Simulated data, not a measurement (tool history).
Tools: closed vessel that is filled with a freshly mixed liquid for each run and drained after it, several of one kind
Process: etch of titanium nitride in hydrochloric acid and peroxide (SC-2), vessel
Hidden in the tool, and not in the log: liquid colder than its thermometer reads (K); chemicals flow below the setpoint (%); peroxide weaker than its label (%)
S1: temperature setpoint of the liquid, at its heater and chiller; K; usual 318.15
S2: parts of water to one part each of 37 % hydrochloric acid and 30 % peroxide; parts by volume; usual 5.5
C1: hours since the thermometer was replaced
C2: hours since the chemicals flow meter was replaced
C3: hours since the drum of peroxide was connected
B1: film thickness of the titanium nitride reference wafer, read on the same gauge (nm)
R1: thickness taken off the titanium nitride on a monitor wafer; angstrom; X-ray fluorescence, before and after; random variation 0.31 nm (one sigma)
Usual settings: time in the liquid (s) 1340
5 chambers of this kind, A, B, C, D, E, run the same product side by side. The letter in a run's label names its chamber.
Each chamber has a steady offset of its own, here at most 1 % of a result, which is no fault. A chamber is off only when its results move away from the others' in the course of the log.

Run 1B, hour 6.2: usual settings; C1 763.9; C2 1919.2; C3 207.6; B1 90.024. Result: R1 564.11 angstrom.
Run 2C, hour 14.1: usual settings; C1 507.4; C2 272.4; C3 906.2; B1 89.998. Result: R1 570.58 angstrom.
Run 3D, hour 19.4: usual settings; C1 2204.8; C2 814.6; C3 212.1; B1 90.029. Result: R1 564.74 angstrom.
Run 4E, hour 23.8: usual settings; C1 978.9; C2 730.3; C3 487.9; B1 89.966. Result: R1 571.81 angstrom.
Run 5A, hour 29.7: usual settings; C1 34.4; C2 1098.5; C3 573.0; B1 89.984. Result: R1 577.14 angstrom.
Run 6B, hour 35.6: usual settings; C1 793.3; C2 1948.6; C3 237.0; B1 90.011. Result: R1 560.35 angstrom.
Run 7E, hour 40.5: usual settings; C1 995.6; C2 747.0; C3 504.6; B1 89.972. Result: R1 569.93 angstrom.
Run 8C, hour 48.1: usual settings; C1 541.4; C2 306.4; C3 940.2; B1 90.026. Result: R1 569.36 angstrom.
Run 9D, hour 54.3: usual settings; C1 2239.7; C2 849.5; C3 247.0; B1 89.965. Result: R1 575.01 angstrom.
Run 10A, hour 61.2: usual settings; C1 65.9; C2 1130.0; C3 604.5; B1 89.968. Result: R1 574.42 angstrom.
Run 11C, hour 68.4: usual settings; C1 561.7; C2 326.7; C3 960.5; B1 89.991. Result: R1 570.45 angstrom.
Run 12A, hour 73.8: usual settings; C1 78.5; C2 1142.6; C3 617.1; B1 90.008. Result: R1 578.55 angstrom.
Run 13B, hour 81.3: usual settings; C1 839.0; C2 1994.3; C3 282.7; B1 89.993. Result: R1 567.76 angstrom.
Run 14D, hour 87.7: usual settings; C1 2273.1; C2 882.9; C3 280.4; B1 89.942. Result: R1 568.65 angstrom.
Run 15E, hour 95.5: usual settings; C1 1050.6; C2 802.0; C3 559.6; B1 89.970. Result: R1 567.34 angstrom.
Run 16E, hour 101.1: usual settings; C1 1056.2; C2 807.6; C3 565.2; B1 90.032. Result: R1 567.74 angstrom.
Run 17A, hour 104.6: usual settings; C1 109.3; C2 1173.4; C3 647.9; B1 90.011. Result: R1 572.81 angstrom.
Run 18C, hour 111.6: usual settings; C1 604.9; C2 369.9; C3 1003.7; B1 90.002. Result: R1 559.40 angstrom.
Run 19B, hour 115.4: usual settings but S1 321.65 K; C1 873.1; C2 2028.4; C3 316.8; B1 90.059. Result: R1 715.74 angstrom.
Run 20D, hour 119.0: usual settings but S1 321.65 K; C1 2304.4; C2 914.2; C3 311.7; B1 89.984. Result: R1 730.14 angstrom.
Run 21B, hour 123.4: usual settings but S1 321.65 K; C1 881.1; C2 2036.4; C3 324.8; B1 90.019. Result: R1 728.76 angstrom.
Run 22C, hour 131.3: usual settings but S1 321.65 K; C1 624.6; C2 389.6; C3 1023.4; B1 89.961. Result: R1 710.93 angstrom.
Run 23D, hour 136.6: usual settings but S1 321.65 K; C1 2322.0; C2 931.8; C3 329.3; B1 90.022. Result: R1 728.07 angstrom.
Run 24E, hour 144.4: usual settings; C1 1099.5; C2 850.9; C3 608.5; B1 90.020. Result: R1 565.11 angstrom.
Run 25A, hour 149.8: usual settings but S2 7.0 parts by volume; C1 154.5; C2 1218.6; C3 693.1; B1 90.005. Result: R1 475.18 angstrom.
Run 26B, hour 155.1: usual settings but S2 7.0 parts by volume; C1 912.8; C2 2068.1; C3 356.5; B1 89.969. Result: R1 466.71 angstrom.
Run 27C, hour 162.9: usual settings but S2 7.0 parts by volume; C1 656.2; C2 421.2; C3 1055.0; B1 90.035. Result: R1 458.50 angstrom.
Run 28E, hour 166.8: usual settings but S2 7.0 parts by volume; C1 1121.9; C2 873.3; C3 630.9; B1 89.995. Result: R1 474.11 angstrom.
Run 29A, hour 171.0: usual settings but S2 7.0 parts by volume; C1 175.7; C2 1239.8; C3 714.3; B1 90.019. Result: R1 478.07 angstrom.
Run 30D, hour 178.8: usual settings; C1 2364.2; C2 974.0; C3 371.5; B1 90.006. Result: R1 578.45 angstrom.
At hour 181.9: chamber A: chemicals flow meter replaced.
Run 31D, hour 186.8: usual settings; C1 2372.2; C2 982.0; C3 379.5; B1 90.003. Result: R1 570.86 angstrom.
Run 32A, hour 192.7: usual settings; C1 197.4; C2 10.8; C3 736.0; B1 90.008. Result: R1 574.08 angstrom.
Run 33B, hour 200.6: usual settings; C1 958.3; C2 2113.6; C3 402.0; B1 90.002. Result: R1 562.32 angstrom.

All 5 chambers run these settings next. Forecast each chamber's results:
Run 34A, hour 206.3: usual settings but S2 8.5 parts by volume. Result: R1 ?.
Run 34B, hour 206.3: usual settings but S2 8.5 parts by volume. Result: R1 ?.
Run 34C, hour 206.3: usual settings but S2 8.5 parts by volume. Result: R1 ?.
Run 34D, hour 206.3: usual settings but S2 8.5 parts by volume. Result: R1 ?.
Run 34E, hour 206.3: usual settings but S2 8.5 parts by volume. Result: R1 ?.

run      R1
34A  408.71
34B  405.13
34C  386.29
34D  404.09
34E  408.71

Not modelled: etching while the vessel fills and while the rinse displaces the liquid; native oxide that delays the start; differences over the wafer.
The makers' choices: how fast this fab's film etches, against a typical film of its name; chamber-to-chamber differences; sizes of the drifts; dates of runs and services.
